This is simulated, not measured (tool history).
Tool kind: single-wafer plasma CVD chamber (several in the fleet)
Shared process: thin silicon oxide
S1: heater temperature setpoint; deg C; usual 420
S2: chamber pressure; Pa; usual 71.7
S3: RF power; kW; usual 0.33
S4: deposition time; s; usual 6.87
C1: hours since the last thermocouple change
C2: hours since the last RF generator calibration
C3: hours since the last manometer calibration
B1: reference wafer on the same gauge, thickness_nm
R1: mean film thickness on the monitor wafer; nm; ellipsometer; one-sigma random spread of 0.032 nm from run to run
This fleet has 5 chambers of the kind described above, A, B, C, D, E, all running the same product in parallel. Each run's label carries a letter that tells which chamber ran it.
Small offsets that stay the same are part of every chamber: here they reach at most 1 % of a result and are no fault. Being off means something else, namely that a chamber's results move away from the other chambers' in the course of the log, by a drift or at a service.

run 1D hour=6.2 | S1=420 S2=71.7 S3=0.33 S4=6.87 | C1=459.3 C2=634.4 C3=159.6 | B1=8.6953 | R1=8.4308
run 2C hour=14.2 | S1=420 S2=71.7 S3=0.33 S4=6.87 | C1=1982.4 C2=964.6 C3=700.5 | B1=8.6927 | R1=8.4661
run 3E hour=22.2 | S1=420 S2=71.7 S3=0.33 S4=6.87 | C1=116.2 C2=40.9 C3=1654 | B1=8.6921 | R1=8.4891
run 4A hour=30.5 | S1=420 S2=71.7 S3=0.33 S4=6.87 | C1=1998.3 C2=950.8 C3=1197.5 | B1=8.6849 | R1=8.5021
run 5B hour=35.7 | S1=420 S2=71.7 S3=0.33 S4=6.87 | C1=484.6 C2=753.9 C3=90.3 | B1=8.6862 | R1=8.4335
run 6A hour=42.5 | S1=420 S2=71.7 S3=0.33 S4=6.87 | C1=2010.3 C2=962.8 C3=1209.5 | B1=8.6932 | R1=8.4535
run 7E hour=49 | S1=420 S2=71.7 S3=0.33 S4=6.87 | C1=143 C2=67.7 C3=1680.8 | B1=8.6942 | R1=8.5402
-- hour=51.8 chamber A: capacitance manometer re-zeroed and calibrated
run 8C hour=56.8 | S1=420 S2=71.7 S3=0.33 S4=6.87 | C1=2025 C2=1007.2 C3=743.1 | B1=8.6826 | R1=8.5246
run 9D hour=63.7 | S1=420 S2=71.7 S3=0.33 S4=6.87 | C1=516.8 C2=691.9 C3=217.1 | B1=8.6864 | R1=8.5014
run 10B hour=72.4 | S1=420 S2=71.7 S3=0.33 S4=6.87 | C1=521.3 C2=790.6 C3=127 | B1=8.6869 | R1=8.462
run 11E hour=78.3 | S1=420 S2=71.7 S3=0.33 S4=6.87 | C1=172.3 C2=97 C3=1710.1 | B1=8.6874 | R1=8.5085
run 12D hour=86.4 | S1=420 S2=71.7 S3=0.33 S4=6.87 | C1=539.5 C2=714.6 C3=239.8 | B1=8.6943 | R1=8.4611
run 13C hour=93.7 | S1=420 S2=71.7 S3=0.33 S4=6.87 | C1=2061.9 C2=1044.1 C3=780 | B1=8.6825 | R1=8.4588
run 14B hour=97.8 | S1=420 S2=71.7 S3=0.33 S4=6.87 | C1=546.7 C2=816 C3=152.4 | B1=8.6886 | R1=8.4187
run 15A hour=105 | S1=420 S2=71.7 S3=0.33 S4=6.87 | C1=2072.8 C2=1025.3 C3=53.3 | B1=8.6909 | R1=8.4934
run 16B hour=112.7 | S1=420 S2=71.7 S3=0.33 S4=6.87 | C1=561.6 C2=830.9 C3=167.3 | B1=8.6786 | R1=8.4456
run 17A hour=120.5 | S1=420 S2=71.7 S3=0.33 S4=6.87 | C1=2088.3 C2=1040.8 C3=68.8 | B1=8.7019 | R1=8.5154
run 18E hour=125.9 | S1=420 S2=71.7 S3=0.33 S4=6.87 | C1=219.9 C2=144.6 C3=1757.7 | B1=8.6836 | R1=8.4186
run 19D hour=134.1 | S1=420 S2=71.7 S3=0.33 S4=6.87 | C1=587.2 C2=762.3 C3=287.5 | B1=8.6998 | R1=8.4756
run 20C hour=141.4 | S1=420 S2=71.7 S3=0.33 S4=6.87 | C1=2109.6 C2=1091.8 C3=827.7 | B1=8.6846 | R1=8.531
run 21A hour=149.7 | S1=420 S2=71.7 S3=0.33 S4=6.87 | C1=2117.5 C2=1070 C3=98 | B1=8.6946 | R1=8.463
run 22E hour=157.6 | S1=420 S2=71.7 S3=0.33 S4=6.87 | C1=251.6 C2=176.3 C3=1789.4 | B1=8.6933 | R1=8.3515
run 23B hour=162.9 | S1=420 S2=71.7 S3=0.33 S4=6.87 | C1=611.8 C2=881.1 C3=217.5 | B1=8.6854 | R1=8.454
run 24C hour=168.7 | S1=420 S2=71.7 S3=0.33 S4=6.87 | C1=2136.9 C2=1119.1 C3=855 | B1=8.6948 | R1=8.54
run 25D hour=173.7 | S1=420 S2=59.9 S3=0.33 S4=6.87 | C1=626.8 C2=801.9 C3=327.1 | B1=8.6809 | R1=6.8825
run 26A hour=182.5 | S1=420 S2=59.9 S3=0.33 S4=6.87 | C1=2150.3 C2=1102.8 C3=130.8 | B1=8.6972 | R1=6.9243
run 27B hour=186.7 | S1=420 S2=59.9 S3=0.33 S4=6.87 | C1=635.6 C2=904.9 C3=241.3 | B1=8.6818 | R1=6.8673
run 28D hour=190.7 | S1=420 S2=59.9 S3=0.33 S4=6.87 | C1=643.8 C2=818.9 C3=344.1 | B1=8.6928 | R1=6.8846
run 29E hour=196.8 | S1=420 S2=59.9 S3=0.33 S4=6.87 | C1=290.8 C2=215.5 C3=1828.6 | B1=8.6871 | R1=6.7624
run 30C hour=202.1 | S1=420 S2=71.7 S3=0.33 S4=6.87 | C1=2170.3 C2=1152.5 C3=888.4 | B1=8.6883 | R1=8.4676
run 31C hour=207.7 | S1=420 S2=71.7 S3=0.33 S4=6.87 | C1=2175.9 C2=1158.1 C3=894 | B1=8.69 | R1=8.4619
run 32B hour=212.9 | S1=420 S2=71.7 S3=0.33 S4=6.87 | C1=661.8 C2=931.1 C3=267.5 | B1=8.6902 | R1=8.4874
run 33E hour=221.2 | S1=420 S2=71.7 S3=0.33 S4=6.87 | C1=315.2 C2=239.9 C3=1853 | B1=8.6904 | R1=8.2886
run 34D hour=226 | S1=420 S2=71.7 S3=0.33 S4=6.87 | C1=679.1 C2=854.2 C3=379.4 | B1=8.6863 | R1=8.436
run 35A hour=230.2 | S1=420 S2=71.7 S3=0.33 S4=6.87 | C1=2198 C2=1150.5 C3=178.5 | B1=8.683 | R1=8.4927
run 36E hour=236.9 | S1=420 S2=71.7 S3=0.365 S4=5.79 | C1=330.9 C2=255.6 C3=1868.7 | B1=8.686 | R1=7.1812
run 37D hour=241.8 | S1=420 S2=71.7 S3=0.365 S4=5.79 | C1=694.9 C2=870 C3=395.2 | B1=8.6909 | R1=7.4751
run 38C hour=250.4 | S1=420 S2=71.7 S3=0.365 S4=5.79 | C1=2218.6 C2=1200.8 C3=936.7 | B1=8.6888 | R1=7.4318
-- hour=253.7 chamber A: thermocouple changed; heater temperature recalibrated
run 39B hour=254.6 | S1=420 S2=71.7 S3=0.365 S4=5.79 | C1=703.5 C2=972.8 C3=309.2 | B1=8.6853 | R1=7.4499
run 40A hour=262.8 | S1=420 S2=71.7 S3=0.365 S4=5.79 | C1=9.1 C2=1183.1 C3=211.1 | B1=8.6925 | R1=7.437
run 41A hour=271.1 | S1=420 S2=71.7 S3=0.33 S4=6.87 | C1=17.4 C2=1191.4 C3=219.4 | B1=8.691 | R1=8.4949
run 42B hour=276.1 | S1=420 S2=71.7 S3=0.33 S4=6.87 | C1=725 C2=994.3 C3=330.7 | B1=8.6848 | R1=8.38
run 43D hour=281.9 | S1=420 S2=71.7 S3=0.33 S4=6.87 | C1=735 C2=910.1 C3=435.3 | B1=8.6856 | R1=8.4969

Read the log: is a single chamber off, either drifting away or since a service, is the gauge that measures every chamber drifting, or is nothing wrong beyond small per-chamber offsets? Name any odd chamber and what most likely caused it.

Little by little, chamber E moves away from the other chambers.
What lies behind it: true pressure below the setpoint (%) = 3.73.

Which of the 4 candidates below, each the usual settings with something changed and its results left as question marks, puts chamber E back in line with what the other chambers give on the usual settings?
In-line tolerance around the mean of the other chambers on the usual settings: R1 0.11 nm
run 44E-1 hour=288.3 | S1=420 S2=71.7 S3=0.34 S4=6.87 | R1=?
run 44E-2 hour=288.3 | S1=420 S2=71.2 S3=0.33 S4=6.84 | R1=?
run 44E-3 hour=288.3 | S1=420 S2=74.1 S3=0.33 S4=6.87 | R1=?
run 44E-4 hour=288.3 | S1=420 S2=70.1 S3=0.33 S4=6.79 | R1=?

The other chambers' mean on the usual settings: R1 8.4759 nm
run=44E-1 R1=8.2421
run=44E-2 R1=8.0424
run=44E-3 R1=8.454
run=44E-4 R1=7.849
The right change is 44E-3: it brings the chamber back within the allowed miss of the others.
